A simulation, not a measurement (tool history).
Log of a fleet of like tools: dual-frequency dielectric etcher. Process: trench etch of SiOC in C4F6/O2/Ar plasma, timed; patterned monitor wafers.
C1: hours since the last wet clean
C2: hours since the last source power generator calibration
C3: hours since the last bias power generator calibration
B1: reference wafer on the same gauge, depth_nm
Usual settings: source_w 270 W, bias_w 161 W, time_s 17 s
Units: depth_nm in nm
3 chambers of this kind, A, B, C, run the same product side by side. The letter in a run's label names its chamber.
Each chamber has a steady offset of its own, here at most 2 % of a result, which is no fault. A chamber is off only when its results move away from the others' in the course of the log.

run 1B hour=3.4 | source_w=270 bias_w=161 time_s=17 | C1=128 C2=2457.6 C3=277.1 | B1=26.892 | depth_nm=29.78
run 2C hour=7.6 | source_w=270 bias_w=161 time_s=17 | C1=349.1 C2=1536.8 C3=823.4 | B1=26.917 | depth_nm=29.151
run 3A hour=10 | source_w=270 bias_w=161 time_s=17 | C1=389.7 C2=588.1 C3=2764.5 | B1=26.887 | depth_nm=29.41
run 4A hour=13.7 | source_w=270 bias_w=161 time_s=17 | C1=393.4 C2=591.8 C3=2768.2 | B1=26.912 | depth_nm=29.559
run 5B hour=15.9 | source_w=270 bias_w=161 time_s=17 | C1=140.5 C2=2470.1 C3=289.6 | B1=26.895 | depth_nm=29.905
run 6C hour=18.4 | source_w=270 bias_w=140 time_s=17 | C1=359.9 C2=1547.6 C3=834.2 | B1=26.903 | depth_nm=28.109
run 7A hour=22.9 | source_w=270 bias_w=140 time_s=17 | C1=402.6 C2=601 C3=2777.4 | B1=26.867 | depth_nm=27.952
run 8B hour=26.7 | source_w=270 bias_w=140 time_s=17 | C1=151.3 C2=2480.9 C3=300.4 | B1=26.895 | depth_nm=28.413
run 9C hour=30.2 | source_w=270 bias_w=161 time_s=17 | C1=371.7 C2=1559.4 C3=846 | B1=26.916 | depth_nm=29.299
run 10A hour=32.7 | source_w=270 bias_w=123 time_s=19 | C1=412.4 C2=610.8 C3=2787.2 | B1=26.916 | depth_nm=30.026
run 11B hour=36.7 | source_w=270 bias_w=123 time_s=19 | C1=161.3 C2=2490.9 C3=310.4 | B1=26.913 | depth_nm=30.671
run 12C hour=40.4 | source_w=270 bias_w=123 time_s=19 | C1=381.9 C2=1569.6 C3=856.2 | B1=26.882 | depth_nm=30.09
run 13C hour=44.2 | source_w=270 bias_w=161 time_s=17 | C1=385.7 C2=1573.4 C3=860 | B1=26.891 | depth_nm=29.025
run 14B hour=48.9 | source_w=300 bias_w=161 time_s=18.5 | C1=173.5 C2=2503.1 C3=322.6 | B1=26.905 | depth_nm=33.573
run 15A hour=51 | source_w=300 bias_w=161 time_s=18.5 | C1=430.7 C2=629.1 C3=2805.5 | B1=26.899 | depth_nm=33.22
run 16A hour=53.7 | source_w=300 bias_w=161 time_s=18.5 | C1=433.4 C2=631.8 C3=2808.2 | B1=26.909 | depth_nm=33.238
run 17B hour=56.5 | source_w=270 bias_w=161 time_s=17 | C1=181.1 C2=2510.7 C3=330.2 | B1=26.906 | depth_nm=29.804
run 18C hour=58.8 | source_w=240 bias_w=161 time_s=17 | C1=400.3 C2=1588 C3=874.6 | B1=26.915 | depth_nm=27.318
run 19B hour=61.7 | source_w=240 bias_w=161 time_s=17 | C1=186.3 C2=2515.9 C3=335.4 | B1=26.899 | depth_nm=28.538
run 20C hour=65 | source_w=240 bias_w=161 time_s=17 | C1=406.5 C2=1594.2 C3=880.8 | B1=26.884 | depth_nm=27.603
run 21A hour=69.2 | source_w=270 bias_w=161 time_s=17 | C1=448.9 C2=647.3 C3=2823.7 | B1=26.919 | depth_nm=29.06
run 22A hour=73.4 | source_w=270 bias_w=161 time_s=17 | C1=453.1 C2=651.5 C3=2827.9 | B1=26.869 | depth_nm=29.284
run 23B hour=78.1 | source_w=270 bias_w=161 time_s=17 | C1=202.7 C2=2532.3 C3=351.8 | B1=26.9 | depth_nm=29.784
run 24C hour=82.8 | source_w=270 bias_w=161 time_s=17 | C1=424.3 C2=1612 C3=898.6 | B1=26.91 | depth_nm=28.531
run 25B hour=86.5 | source_w=270 bias_w=161 time_s=17 | C1=211.1 C2=2540.7 C3=360.2 | B1=26.898 | depth_nm=29.842
run 26C hour=89.9 | source_w=270 bias_w=161 time_s=17 | C1=431.4 C2=1619.1 C3=905.7 | B1=26.888 | depth_nm=28.557
run 27A hour=94.8 | source_w=270 bias_w=161 time_s=17 | C1=474.5 C2=672.9 C3=2849.3 | B1=26.916 | depth_nm=29.304
run 28B hour=99.4 | source_w=270 bias_w=161 time_s=17 | C1=224 C2=2553.6 C3=373.1 | B1=26.885 | depth_nm=29.885
run 29C hour=102 | source_w=270 bias_w=161 time_s=17 | C1=443.5 C2=1631.2 C3=917.8 | B1=26.9 | depth_nm=28.417
run 30A hour=105.9 | source_w=270 bias_w=161 time_s=17 | C1=485.6 C2=684 C3=2860.4 | B1=26.875 | depth_nm=29.402
run 31A hour=109.5 | source_w=270 bias_w=161 time_s=17 | C1=489.2 C2=687.6 C3=2864 | B1=26.919 | depth_nm=29.244
run 32B hour=112.6 | source_w=270 bias_w=161 time_s=17 | C1=237.2 C2=2566.8 C3=386.3 | B1=26.87 | depth_nm=29.879
run 33C hour=116.3 | source_w=270 bias_w=161 time_s=17 | C1=457.8 C2=1645.5 C3=932.1 | B1=26.899 | depth_nm=28.137
-- hour=118.7 chamber A: wet clean of the chamber
run 34A hour=120.4 | source_w=210 bias_w=161 time_s=21 | C1=1.7 C2=698.5 C3=2874.9 | B1=26.924 | depth_nm=32.862
run 35C hour=123.3 | source_w=210 bias_w=161 time_s=21 | C1=464.8 C2=1652.5 C3=939.1 | B1=26.92 | depth_nm=31.225
run 36B hour=126.9 | source_w=210 bias_w=161 time_s=21 | C1=251.5 C2=2581.1 C3=400.6 | B1=26.882 | depth_nm=33.435
run 37B hour=129.2 | source_w=270 bias_w=161 time_s=15.5 | C1=253.8 C2=2583.4 C3=402.9 | B1=26.908 | depth_nm=27.214
run 38C hour=133.6 | source_w=270 bias_w=161 time_s=15.5 | C1=475.1 C2=1662.8 C3=949.4 | B1=26.869 | depth_nm=25.455
run 39A hour=137.6 | source_w=270 bias_w=161 time_s=15.5 | C1=18.9 C2=715.7 C3=2892.1 | B1=26.918 | depth_nm=26.641

All 3 chambers run these settings next. Forecast each chamber's results:
run 40A hour=141.1 | source_w=270 bias_w=161 time_s=17 | depth_nm=?
run 40B hour=141.1 | source_w=270 bias_w=161 time_s=17 | depth_nm=?
run 40C hour=141.1 | source_w=270 bias_w=161 time_s=17 | depth_nm=?

run=40A depth_nm=29.248
run=40B depth_nm=29.824
run=40C depth_nm=27.653

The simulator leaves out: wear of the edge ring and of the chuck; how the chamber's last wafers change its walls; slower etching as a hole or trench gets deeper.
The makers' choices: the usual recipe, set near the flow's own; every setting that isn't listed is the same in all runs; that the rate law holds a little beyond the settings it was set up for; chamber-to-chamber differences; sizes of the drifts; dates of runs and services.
